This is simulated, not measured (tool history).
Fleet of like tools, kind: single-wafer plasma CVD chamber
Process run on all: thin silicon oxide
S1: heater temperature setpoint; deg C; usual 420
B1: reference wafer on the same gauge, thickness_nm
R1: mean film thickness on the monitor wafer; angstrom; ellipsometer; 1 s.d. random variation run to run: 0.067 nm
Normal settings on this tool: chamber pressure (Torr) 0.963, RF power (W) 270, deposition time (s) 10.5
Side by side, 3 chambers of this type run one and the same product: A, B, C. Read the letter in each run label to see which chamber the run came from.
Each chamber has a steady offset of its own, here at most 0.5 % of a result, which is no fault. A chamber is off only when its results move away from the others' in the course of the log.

run 1C hour=5.8 | S1=420 chamber_pressure_(Torr)=0.963 RF_power_(W)=270 deposition_time_(s)=10.5 | B1=25.115 | R1=214.28
run 2A hour=11.5 | S1=420 chamber_pressure_(Torr)=0.963 RF_power_(W)=270 deposition_time_(s)=10.5 | B1=25.106 | R1=213.10
run 3B hour=16.9 | S1=420 chamber_pressure_(Torr)=0.963 RF_power_(W)=270 deposition_time_(s)=10.5 | B1=25.102 | R1=212.74
run 4A hour=21.4 | S1=420 chamber_pressure_(Torr)=0.963 RF_power_(W)=270 deposition_time_(s)=10.5 | B1=25.101 | R1=212.63
-- hour=24.5 chamber C: thermocouple changed; heater temperature recalibrated
run 5B hour=27.6 | S1=420 chamber_pressure_(Torr)=0.963 RF_power_(W)=270 deposition_time_(s)=10.5 | B1=25.117 | R1=213.20
run 6C hour=32.1 | S1=420 chamber_pressure_(Torr)=0.963 RF_power_(W)=270 deposition_time_(s)=10.5 | B1=25.095 | R1=215.33
run 7B hour=37.6 | S1=426 chamber_pressure_(Torr)=0.963 RF_power_(W)=270 deposition_time_(s)=10.5 | B1=25.103 | R1=211.71
run 8A hour=42.2 | S1=426 chamber_pressure_(Torr)=0.963 RF_power_(W)=270 deposition_time_(s)=10.5 | B1=25.107 | R1=211.27
run 9C hour=48.3 | S1=426 chamber_pressure_(Torr)=0.963 RF_power_(W)=270 deposition_time_(s)=10.5 | B1=25.113 | R1=213.97
run 10A hour=52.9 | S1=420 chamber_pressure_(Torr)=0.963 RF_power_(W)=270 deposition_time_(s)=10.5 | B1=25.098 | R1=212.12
run 11C hour=58.0 | S1=420 chamber_pressure_(Torr)=0.963 RF_power_(W)=270 deposition_time_(s)=10.5 | B1=25.090 | R1=214.15
run 12B hour=62.3 | S1=420 chamber_pressure_(Torr)=0.963 RF_power_(W)=270 deposition_time_(s)=10.5 | B1=25.096 | R1=212.34
run 13C hour=65.4 | S1=420 chamber_pressure_(Torr)=0.963 RF_power_(W)=270 deposition_time_(s)=10.5 | B1=25.112 | R1=213.63
run 14A hour=69.7 | S1=420 chamber_pressure_(Torr)=0.963 RF_power_(W)=270 deposition_time_(s)=10.5 | B1=25.082 | R1=211.51
run 15B hour=75.5 | S1=420 chamber_pressure_(Torr)=0.963 RF_power_(W)=270 deposition_time_(s)=10.5 | B1=25.123 | R1=214.06
run 16C hour=80.2 | S1=420 chamber_pressure_(Torr)=0.963 RF_power_(W)=270 deposition_time_(s)=10.5 | B1=25.106 | R1=214.46
run 17B hour=85.8 | S1=420 chamber_pressure_(Torr)=0.963 RF_power_(W)=270 deposition_time_(s)=10.5 | B1=25.103 | R1=213.56
run 18A hour=90.2 | S1=420 chamber_pressure_(Torr)=0.963 RF_power_(W)=270 deposition_time_(s)=10.5 | B1=25.100 | R1=208.51
run 19C hour=92.9 | S1=420 chamber_pressure_(Torr)=0.963 RF_power_(W)=270 deposition_time_(s)=10.5 | B1=25.094 | R1=214.73
run 20B hour=98.1 | S1=420 chamber_pressure_(Torr)=0.963 RF_power_(W)=270 deposition_time_(s)=10.5 | B1=25.092 | R1=212.55
run 21A hour=102.4 | S1=420 chamber_pressure_(Torr)=0.963 RF_power_(W)=220 deposition_time_(s)=10.5 | B1=25.100 | R1=191.75
run 22C hour=108.6 | S1=420 chamber_pressure_(Torr)=0.963 RF_power_(W)=220 deposition_time_(s)=10.5 | B1=25.110 | R1=195.77
run 23A hour=113.5 | S1=420 chamber_pressure_(Torr)=0.963 RF_power_(W)=220 deposition_time_(s)=10.5 | B1=25.089 | R1=190.73
run 24B hour=118.1 | S1=420 chamber_pressure_(Torr)=0.963 RF_power_(W)=270 deposition_time_(s)=10.5 | B1=25.091 | R1=211.63
run 25A hour=121.1 | S1=420 chamber_pressure_(Torr)=0.963 RF_power_(W)=270 deposition_time_(s)=10.5 | B1=25.081 | R1=208.29

Which is it: a chamber that has drifted or been left off by a service, a gauge drift common to all chambers, or only each chamber's usual small offset? If a chamber is off, name it and its likeliest cause.

Little by little, chamber A moves away from the other chambers.
Cause: true pressure below the setpoint (%) = 2.67.
The log may not tell that from: delivered RF power below the setpoint (%).

Below are 4 candidate recipes for chamber A's next run, each the usual settings with a change, their results shown as question marks. Which of them brings A's results back in line with what the other chambers give on the usual settings?
A result is in line if it is within this distance of the other chambers' mean on the usual settings: R1 2.30 angstrom
run 26A-1 hour=125.5 | S1=420 chamber_pressure_(Torr)=0.925 RF_power_(W)=265 deposition_time_(s)=10.5 | R1=?
run 26A-2 hour=125.5 | S1=420 chamber_pressure_(Torr)=0.963 RF_power_(W)=255 deposition_time_(s)=10.5 | R1=?
run 26A-3 hour=125.5 | S1=420 chamber_pressure_(Torr)=1.013 RF_power_(W)=270 deposition_time_(s)=10.5 | R1=?
run 26A-4 hour=125.5 | S1=420 chamber_pressure_(Torr)=0.990 RF_power_(W)=270 deposition_time_(s)=10.5 | R1=?

The mean the other chambers reach with the usual settings: R1 213.71 angstrom
run=26A-1 R1=200.12
run=26A-2 R1=203.59
run=26A-3 R1=217.45
run=26A-4 R1=213.70
The answer is 26A-4, which returns the chamber to within the allowed miss of the others.

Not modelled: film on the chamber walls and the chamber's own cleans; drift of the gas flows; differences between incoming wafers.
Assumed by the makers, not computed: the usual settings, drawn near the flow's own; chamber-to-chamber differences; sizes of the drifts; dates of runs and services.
